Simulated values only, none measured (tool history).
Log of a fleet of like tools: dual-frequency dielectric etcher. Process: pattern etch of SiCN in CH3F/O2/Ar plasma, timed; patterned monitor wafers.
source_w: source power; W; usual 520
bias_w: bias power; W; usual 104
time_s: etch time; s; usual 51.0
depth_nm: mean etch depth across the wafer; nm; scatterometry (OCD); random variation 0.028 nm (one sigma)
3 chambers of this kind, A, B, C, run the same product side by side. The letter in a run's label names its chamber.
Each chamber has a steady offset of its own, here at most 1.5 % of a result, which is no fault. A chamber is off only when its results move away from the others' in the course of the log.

run,hour,source_w,bias_w,time_s,"read-back reference wafer on the same gauge, depth_nm",depth_nm
1B,15.2,520,104,51.0,21.608,23.846
2A,24.6,520,104,51.0,21.605,23.920
3C,37.4,520,104,51.0,21.608,24.273
4C,50.3,520,104,51.0,21.618,24.238
5B,57.2,520,104,51.0,21.618,23.837
6A,64.7,520,104,51.0,21.616,23.955
7B,74.3,520,104,51.0,21.614,23.919
8A,84.9,520,104,51.0,21.616,23.938
9C,94.3,520,104,51.0,21.625,24.332
10C,102.6,520,104,51.0,21.630,24.321
11B,114.0,520,104,51.0,21.624,23.890
12A,126.3,520,104,51.0,21.626,24.011
13A,137.5,520,127,51.0,21.627,25.851
14C,147.7,520,127,51.0,21.632,26.253
15B,163.1,520,127,51.0,21.636,25.759
16A,173.0,410,90,51.0,21.637,20.922
17B,183.6,410,90,51.0,21.646,20.750
18C,192.4,410,90,51.0,21.651,21.130
19B,200.1,430,96,51.0,21.641,21.653
20A,209.4,430,96,51.0,21.647,21.745
21C,224.8,430,96,51.0,21.650,22.035
22C,239.9,520,104,51.0,21.661,24.326
23B,248.6,520,104,51.0,21.652,23.925
24A,258.9,520,129,43.0,21.661,21.965
25C,271.3,520,129,43.0,21.659,22.288
26B,286.2,520,129,43.0,21.664,21.905
27A,293.7,390,104,36.5,21.666,15.496
28A,303.7,390,104,36.5,21.672,15.523
# hour 304.2: chamber C: wet clean of the chamber
29B,314.2,390,104,36.5,21.673,15.441
30C,322.5,520,104,51.0,21.670,24.330
# hour 325.0: chamber C: source power generator calibrated
31B,333.2,520,104,51.0,21.674,23.960
32C,344.5,520,104,51.0,21.679,24.353
33A,352.6,520,104,51.0,21.681,24.075
34B,367.9,520,104,51.0,21.685,23.974
35C,376.2,520,104,51.0,21.684,24.373
# hour 381.7: chamber A: bias power generator calibrated
36A,391.1,410,104,37.5,21.697,16.231
37A,402.1,410,104,37.5,21.697,16.232
38C,414.7,410,104,37.5,21.694,16.432
39B,429.0,520,104,51.0,21.701,23.963
40A,436.2,470,104,51.0,21.700,23.192

All 3 chambers run these settings next. Forecast each chamber's results:
41A,447.3,520,104,51.0,,?
41B,447.3,520,104,51.0,,?
41C,447.3,520,104,51.0,,?

run,depth_nm
41A,24.106
41B,23.986
41C,24.416

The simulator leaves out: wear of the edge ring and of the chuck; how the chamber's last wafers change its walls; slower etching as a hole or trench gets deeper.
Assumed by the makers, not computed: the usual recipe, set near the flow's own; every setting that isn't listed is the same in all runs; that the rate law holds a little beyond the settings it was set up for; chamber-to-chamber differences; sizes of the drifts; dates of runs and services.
